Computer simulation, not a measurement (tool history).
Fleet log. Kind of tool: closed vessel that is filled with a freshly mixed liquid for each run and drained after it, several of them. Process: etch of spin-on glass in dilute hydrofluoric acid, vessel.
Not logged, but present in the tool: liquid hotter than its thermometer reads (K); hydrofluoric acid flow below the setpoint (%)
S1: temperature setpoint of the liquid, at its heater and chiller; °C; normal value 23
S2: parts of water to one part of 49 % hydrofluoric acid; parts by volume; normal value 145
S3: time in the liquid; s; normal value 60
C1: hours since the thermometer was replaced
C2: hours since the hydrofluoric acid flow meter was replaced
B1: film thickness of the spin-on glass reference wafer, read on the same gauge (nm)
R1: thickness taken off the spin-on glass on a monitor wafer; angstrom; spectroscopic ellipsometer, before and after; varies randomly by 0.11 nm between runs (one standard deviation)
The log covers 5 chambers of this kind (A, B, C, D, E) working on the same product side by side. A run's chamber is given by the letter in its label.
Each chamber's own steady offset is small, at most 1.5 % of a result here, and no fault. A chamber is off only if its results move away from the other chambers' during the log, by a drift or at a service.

| run | day | S1 | S2 | S3 | C1 | C2 | B1 | R1 |
|---|---|---|---|---|---|---|---|---|
| 1B | 0.238 | 23 | 145 | 60 | 644.2 | 1828.2 | 49.995 | 124.660 |
| 2C | 0.408 | 23 | 145 | 60 | 306.5 | 273.1 | 49.982 | 123.460 |
| 3D | 0.554 | 23 | 145 | 60 | 1014.5 | 211.2 | 50.007 | 122.750 |
| 4A | 0.700 | 23 | 145 | 60 | 1288.0 | 37.9 | 49.987 | 121.310 |
| 5E | 0.888 | 23 | 145 | 60 | 509.5 | 245.5 | 50.000 | 123.070 |
| 6E | 1.033 | 23 | 145 | 60 | 513.0 | 249.0 | 49.998 | 127.020 |
| 7B | 1.221 | 23 | 145 | 60 | 667.8 | 1851.8 | 50.006 | 123.640 |
| 8C | 1.358 | 23 | 145 | 60 | 329.3 | 295.9 | 50.002 | 122.560 |
| 9A | 1.517 | 23 | 145 | 60 | 1307.6 | 57.5 | 49.999 | 124.180 |
| 10D | 1.750 | 23 | 145 | 60 | 1043.2 | 239.9 | 50.001 | 122.240 |
| 11B | 1.875 | 19 | 145 | 60 | 683.5 | 1867.5 | 49.998 | 106.540 |
| 12E | 1.992 | 19 | 145 | 60 | 536.0 | 272.0 | 50.000 | 105.920 |
| 13D | 2.129 | 19 | 145 | 60 | 1052.3 | 249.0 | 49.997 | 104.020 |
| 14C | 2.354 | 19 | 145 | 60 | 353.2 | 319.8 | 49.981 | 106.150 |
| 15A | 2.567 | 19 | 145 | 60 | 1332.8 | 82.7 | 50.011 | 104.410 |
| 16B | 2.788 | 23 | 145 | 60 | 705.4 | 1889.4 | 49.985 | 122.340 |
| 17A | 3.000 | 23 | 145 | 60 | 1343.2 | 93.1 | 49.988 | 122.680 |
| 18E | 3.233 | 23 | 145 | 40 | 565.8 | 301.8 | 50.001 | 84.263 |
|  | 3.308 | chamber B: hydrofluoric acid flow meter replaced |
| 19C | 3.433 | 23 | 145 | 40 | 379.1 | 345.7 | 49.992 | 82.321 |
| 20D | 3.617 | 23 | 145 | 40 | 1088.0 | 284.7 | 50.003 | 81.320 |
| 21E | 3.854 | 23 | 145 | 40 | 580.7 | 316.7 | 50.009 | 82.864 |
| 22A | 3.992 | 23 | 145 | 40 | 1367.0 | 116.9 | 49.996 | 83.084 |
| 23C | 4.129 | 23 | 145 | 60 | 395.8 | 362.4 | 50.005 | 122.850 |
| 24D | 4.342 | 23 | 145 | 60 | 1105.4 | 302.1 | 49.982 | 121.140 |
| 25B | 4.583 | 23 | 145 | 60 | 748.5 | 30.7 | 49.999 | 124.300 |
| 26B | 4.821 | 23 | 145 | 60 | 754.2 | 36.4 | 50.008 | 122.970 |
| 27E | 5.075 | 23 | 145 | 60 | 610.0 | 346.0 | 50.014 | 124.060 |
| 28D | 5.262 | 23 | 145 | 60 | 1127.5 | 324.2 | 50.004 | 122.960 |
| 29A | 5.467 | 23 | 145 | 60 | 1402.4 | 152.3 | 50.021 | 124.690 |
| 30C | 5.688 | 23 | 145 | 60 | 433.2 | 399.8 | 49.991 | 123.720 |
| 31B | 5.838 | 23 | 145 | 60 | 778.6 | 60.8 | 50.004 | 124.170 |
| 32E | 6.062 | 23 | 145 | 60 | 633.7 | 369.7 | 50.004 | 126.860 |
| 33D | 6.246 | 23 | 145 | 60 | 1151.1 | 347.8 | 49.988 | 123.600 |
| 34C | 6.454 | 23 | 145 | 60 | 451.6 | 418.2 | 50.001 | 123.220 |
| 35A | 6.617 | 23 | 145 | 45 | 1430.0 | 179.9 | 50.011 | 92.037 |
| 36C | 6.842 | 23 | 145 | 45 | 460.9 | 427.5 | 50.010 | 93.009 |
| 37A | 7.029 | 23 | 145 | 45 | 1439.9 | 189.8 | 49.999 | 91.628 |
| 38E | 7.275 | 23 | 145 | 45 | 662.8 | 398.8 | 49.986 | 95.461 |
| 39D | 7.538 | 23 | 145 | 45 | 1182.1 | 378.8 | 50.009 | 92.164 |
| 40B | 7.717 | 23 | 145 | 60 | 823.7 | 105.9 | 50.012 | 123.780 |
| 41E | 7.942 | 23 | 145 | 60 | 678.8 | 414.8 | 49.983 | 124.450 |
| 42A | 8.200 | 23 | 145 | 60 | 1468.0 | 217.9 | 49.994 | 123.970 |
| 43D | 8.333 | 23 | 145 | 60 | 1201.2 | 397.9 | 50.001 | 122.340 |
| 44B | 8.550 | 23 | 145 | 60 | 843.7 | 125.9 | 50.000 | 123.000 |

Predict what each chamber gives when all 5 of them run the settings below next.
| 45A | 8.742 | 23 | 145 | 60 |  |  |  | ? |
| 45B | 8.742 | 23 | 145 | 60 |  |  |  | ? |
| 45C | 8.742 | 23 | 145 | 60 |  |  |  | ? |
| 45D | 8.742 | 23 | 145 | 60 |  |  |  | ? |
| 45E | 8.742 | 23 | 145 | 60 |  |  |  | ? |

| run | R1 |
|---|---|
| 45A | 123.630 |
| 45B | 124.940 |
| 45C | 123.020 |
| 45D | 123.580 |
| 45E | 125.270 |
